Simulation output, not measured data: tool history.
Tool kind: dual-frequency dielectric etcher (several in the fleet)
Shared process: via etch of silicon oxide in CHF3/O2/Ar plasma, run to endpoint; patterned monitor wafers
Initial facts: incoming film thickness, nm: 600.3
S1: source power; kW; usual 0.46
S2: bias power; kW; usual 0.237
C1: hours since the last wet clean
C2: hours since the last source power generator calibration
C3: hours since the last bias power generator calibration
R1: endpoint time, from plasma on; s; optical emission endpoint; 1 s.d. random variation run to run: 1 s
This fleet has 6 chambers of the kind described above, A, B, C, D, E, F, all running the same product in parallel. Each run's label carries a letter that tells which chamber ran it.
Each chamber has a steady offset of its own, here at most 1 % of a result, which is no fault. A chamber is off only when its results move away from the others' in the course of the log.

run	hour	S1	S2	C1	C2	C3	R1
1E	2.9	0.46	0.237	116.1	651.3	1060.2	305.12
2F	6.3	0.46	0.237	287.3	1641	2963.5	305.55
3A	9.8	0.46	0.237	380.3	321.1	2914.9	307.37
4C	13.6	0.46	0.237	259.6	2273.2	3540.1	306.39
5B	16.2	0.51	0.268	178	836.5	479.4	283.1
6D	20.2	0.51	0.268	88.2	1102.6	1685	283.53
7A	22.3	0.51	0.268	392.8	333.6	2927.4	282.02
8B	25.9	0.51	0.268	187.7	846.2	489.1	282.43
9D	27.9	0.51	0.268	95.9	1110.3	1692.7	281.02
10F	32.2	0.51	0.268	313.2	1666.9	2989.4	284.33
11E	36.4	0.46	0.237	149.6	684.8	1093.7	303.65
12C	39.2	0.46	0.217	285.2	2298.8	3565.7	317.14
13C	42.1	0.46	0.217	288.1	2301.7	3568.6	315.27
14B	46	0.46	0.217	207.8	866.3	509.2	317.3
15F	49.6	0.46	0.217	330.6	1684.3	3006.8	317.43
16A	54	0.46	0.217	424.5	365.3	2959.1	315.68
17D	58.3	0.46	0.217	126.3	1140.7	1723.1	314.65
18E	62.7	0.46	0.237	175.9	711.1	1120	303.32
19F	66	0.46	0.237	347	1700.7	3023.2	307.11
20E	68.4	0.46	0.237	181.6	716.8	1125.7	302.33
21B	70.5	0.46	0.237	232.3	890.8	533.7	310.66
22C	74.1	0.46	0.194	320.1	2333.7	3600.6	329.06
23A	77	0.46	0.194	447.5	388.3	2982.1	328.83
24D	79.6	0.46	0.194	147.6	1162	1744.4	327.61
25D	83.6	0.46	0.194	151.6	1166	1748.4	329.68
26C	86.4	0.46	0.194	332.4	2346	3612.9	328.6
27A	90.3	0.46	0.194	460.8	401.6	2995.4	327.58
28B	92.3	0.46	0.237	254.1	912.6	555.5	310.28
29E	94.7	0.46	0.237	207.9	743.1	1152	301.17
30F	98.2	0.46	0.237	379.2	1732.9	3055.4	307.28
31C	102.5	0.46	0.237	348.5	2362.1	3629	307.72
32F	107.1	0.46	0.237	388.1	1741.8	3064.3	309.01
33D	109.7	0.46	0.237	177.7	1192.1	1774.5	307.26
# hour 112.1: chamber C: bias power generator calibrated
34A	113.7	0.46	0.237	484.2	425	3018.8	305.97
35B	116.3	0.46	0.237	278.1	936.6	579.5	307.72
36E	120.9	0.46	0.237	234.1	769.3	1178.2	299.18
37F	125	0.46	0.237	406	1759.7	3082.2	308.19
38C	127.9	0.46	0.237	373.9	2387.5	15.8	306.62
39B	132.5	0.46	0.237	294.3	952.8	595.7	308.12
40A	136.6	0.46	0.237	507.1	447.9	3041.7	306.91

One chamber off, gauge drift, or nothing amiss beyond the chambers' own small offsets? If it is a chamber, which one, and what is the likeliest cause?

Chamber E drifts away from the others.
Most likely cause: etch rate over this chamber's usual, % = 2.
Not necessarily distinguishable in this log from: source power that arrives over what is set, %; bias power that arrives over what is set, %.

Which of the 4 candidates below, each the usual settings with something changed and its results left as question marks, puts chamber E back in line with what the other chambers give on the usual settings?
In line here means within this much of the mean the other chambers give on the usual settings: R1 3.6 s
41E-1	139.9	0.46	0.235				?
41E-2	139.9	0.47	0.237				?
41E-3	139.9	0.44	0.229				?
41E-4	139.9	0.48	0.245				?

Average result of the remaining chambers running the usual settings: R1 306.49 s
run	R1
41E-1	299.2
41E-2	295.87
41E-3	307.12
41E-4	290.05
It is 41E-3 that realigns the chamber with its peers.

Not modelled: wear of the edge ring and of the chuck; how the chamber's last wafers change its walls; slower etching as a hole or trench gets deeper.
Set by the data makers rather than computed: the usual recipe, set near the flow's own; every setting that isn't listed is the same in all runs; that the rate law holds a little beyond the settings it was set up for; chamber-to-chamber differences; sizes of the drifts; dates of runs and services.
